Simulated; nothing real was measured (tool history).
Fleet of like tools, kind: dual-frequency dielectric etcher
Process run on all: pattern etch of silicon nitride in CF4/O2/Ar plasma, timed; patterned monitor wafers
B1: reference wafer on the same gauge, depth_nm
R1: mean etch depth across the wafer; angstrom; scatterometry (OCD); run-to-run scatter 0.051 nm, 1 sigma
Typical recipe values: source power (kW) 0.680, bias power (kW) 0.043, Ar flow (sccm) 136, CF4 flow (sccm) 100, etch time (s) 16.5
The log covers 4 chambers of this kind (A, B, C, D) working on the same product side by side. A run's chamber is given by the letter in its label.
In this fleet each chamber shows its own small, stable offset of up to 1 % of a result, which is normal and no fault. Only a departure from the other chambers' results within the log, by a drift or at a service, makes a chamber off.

run 1C hour=5.1 | source_power_(kW)=0.680 bias_power_(kW)=0.043 Ar_flow_(sccm)=136 CF4_flow_(sccm)=100 etch_time_(s)=16.5 | B1=41.909 | R1=374.39
run 2B hour=11.7 | source_power_(kW)=0.680 bias_power_(kW)=0.043 Ar_flow_(sccm)=136 CF4_flow_(sccm)=100 etch_time_(s)=16.5 | B1=41.913 | R1=370.85
run 3A hour=18.1 | source_power_(kW)=0.680 bias_power_(kW)=0.043 Ar_flow_(sccm)=136 CF4_flow_(sccm)=100 etch_time_(s)=16.5 | B1=41.936 | R1=370.01
run 4D hour=22.1 | source_power_(kW)=0.680 bias_power_(kW)=0.043 Ar_flow_(sccm)=136 CF4_flow_(sccm)=100 etch_time_(s)=16.5 | B1=41.939 | R1=371.71
run 5C hour=28.6 | source_power_(kW)=0.680 bias_power_(kW)=0.043 Ar_flow_(sccm)=136 CF4_flow_(sccm)=100 etch_time_(s)=16.5 | B1=41.941 | R1=375.72
run 6A hour=33.9 | source_power_(kW)=0.680 bias_power_(kW)=0.043 Ar_flow_(sccm)=136 CF4_flow_(sccm)=100 etch_time_(s)=16.5 | B1=41.976 | R1=370.81
run 7D hour=39.0 | source_power_(kW)=0.680 bias_power_(kW)=0.043 Ar_flow_(sccm)=136 CF4_flow_(sccm)=100 etch_time_(s)=16.5 | B1=41.966 | R1=371.82
run 8B hour=45.4 | source_power_(kW)=0.680 bias_power_(kW)=0.043 Ar_flow_(sccm)=136 CF4_flow_(sccm)=100 etch_time_(s)=16.5 | B1=41.989 | R1=371.29
run 9A hour=49.3 | source_power_(kW)=0.780 bias_power_(kW)=0.038 Ar_flow_(sccm)=136 CF4_flow_(sccm)=100 etch_time_(s)=16.5 | B1=41.986 | R1=399.17
-- hour=52.1 chamber A: wet clean of the chamber
run 10B hour=52.4 | source_power_(kW)=0.780 bias_power_(kW)=0.038 Ar_flow_(sccm)=136 CF4_flow_(sccm)=100 etch_time_(s)=16.5 | B1=41.995 | R1=400.77
run 11C hour=55.9 | source_power_(kW)=0.780 bias_power_(kW)=0.038 Ar_flow_(sccm)=136 CF4_flow_(sccm)=100 etch_time_(s)=16.5 | B1=42.022 | R1=403.79
run 12D hour=60.8 | source_power_(kW)=0.780 bias_power_(kW)=0.038 Ar_flow_(sccm)=136 CF4_flow_(sccm)=100 etch_time_(s)=16.5 | B1=42.005 | R1=402.51
run 13C hour=67.6 | source_power_(kW)=0.680 bias_power_(kW)=0.043 Ar_flow_(sccm)=136 CF4_flow_(sccm)=100 etch_time_(s)=16.5 | B1=42.039 | R1=376.15
run 14A hour=72.9 | source_power_(kW)=0.680 bias_power_(kW)=0.043 Ar_flow_(sccm)=136 CF4_flow_(sccm)=100 etch_time_(s)=16.5 | B1=42.042 | R1=370.73
run 15B hour=77.0 | source_power_(kW)=0.680 bias_power_(kW)=0.043 Ar_flow_(sccm)=136 CF4_flow_(sccm)=100 etch_time_(s)=16.5 | B1=42.040 | R1=371.40
run 16D hour=81.2 | source_power_(kW)=0.680 bias_power_(kW)=0.043 Ar_flow_(sccm)=136 CF4_flow_(sccm)=100 etch_time_(s)=16.5 | B1=42.046 | R1=372.85
run 17C hour=85.5 | source_power_(kW)=0.680 bias_power_(kW)=0.043 Ar_flow_(sccm)=136 CF4_flow_(sccm)=100 etch_time_(s)=16.5 | B1=42.052 | R1=375.53
run 18A hour=90.4 | source_power_(kW)=0.680 bias_power_(kW)=0.043 Ar_flow_(sccm)=136 CF4_flow_(sccm)=100 etch_time_(s)=16.5 | B1=42.066 | R1=371.03
run 19B hour=94.7 | source_power_(kW)=0.680 bias_power_(kW)=0.043 Ar_flow_(sccm)=136 CF4_flow_(sccm)=100 etch_time_(s)=16.5 | B1=42.077 | R1=373.28
run 20D hour=101.5 | source_power_(kW)=0.680 bias_power_(kW)=0.043 Ar_flow_(sccm)=136 CF4_flow_(sccm)=100 etch_time_(s)=16.5 | B1=42.077 | R1=373.01
run 21D hour=106.6 | source_power_(kW)=0.680 bias_power_(kW)=0.043 Ar_flow_(sccm)=136 CF4_flow_(sccm)=100 etch_time_(s)=21.0 | B1=42.100 | R1=475.16
run 22A hour=113.1 | source_power_(kW)=0.680 bias_power_(kW)=0.043 Ar_flow_(sccm)=136 CF4_flow_(sccm)=100 etch_time_(s)=21.0 | B1=42.110 | R1=472.54
run 23B hour=119.3 | source_power_(kW)=0.680 bias_power_(kW)=0.043 Ar_flow_(sccm)=136 CF4_flow_(sccm)=100 etch_time_(s)=21.0 | B1=42.116 | R1=473.56
run 24C hour=122.6 | source_power_(kW)=0.680 bias_power_(kW)=0.043 Ar_flow_(sccm)=136 CF4_flow_(sccm)=100 etch_time_(s)=21.0 | B1=42.111 | R1=477.75
run 25B hour=126.2 | source_power_(kW)=0.680 bias_power_(kW)=0.043 Ar_flow_(sccm)=136 CF4_flow_(sccm)=100 etch_time_(s)=16.5 | B1=42.152 | R1=372.89

One chamber off, gauge drift, or nothing amiss beyond the chambers' own small offsets? If it is a chamber, which one, and what is the likeliest cause?

The shared gauge is drifting. All chambers look as if they move in step, but none is off.
What lies behind it: gauge reads high (%) = 0.575.
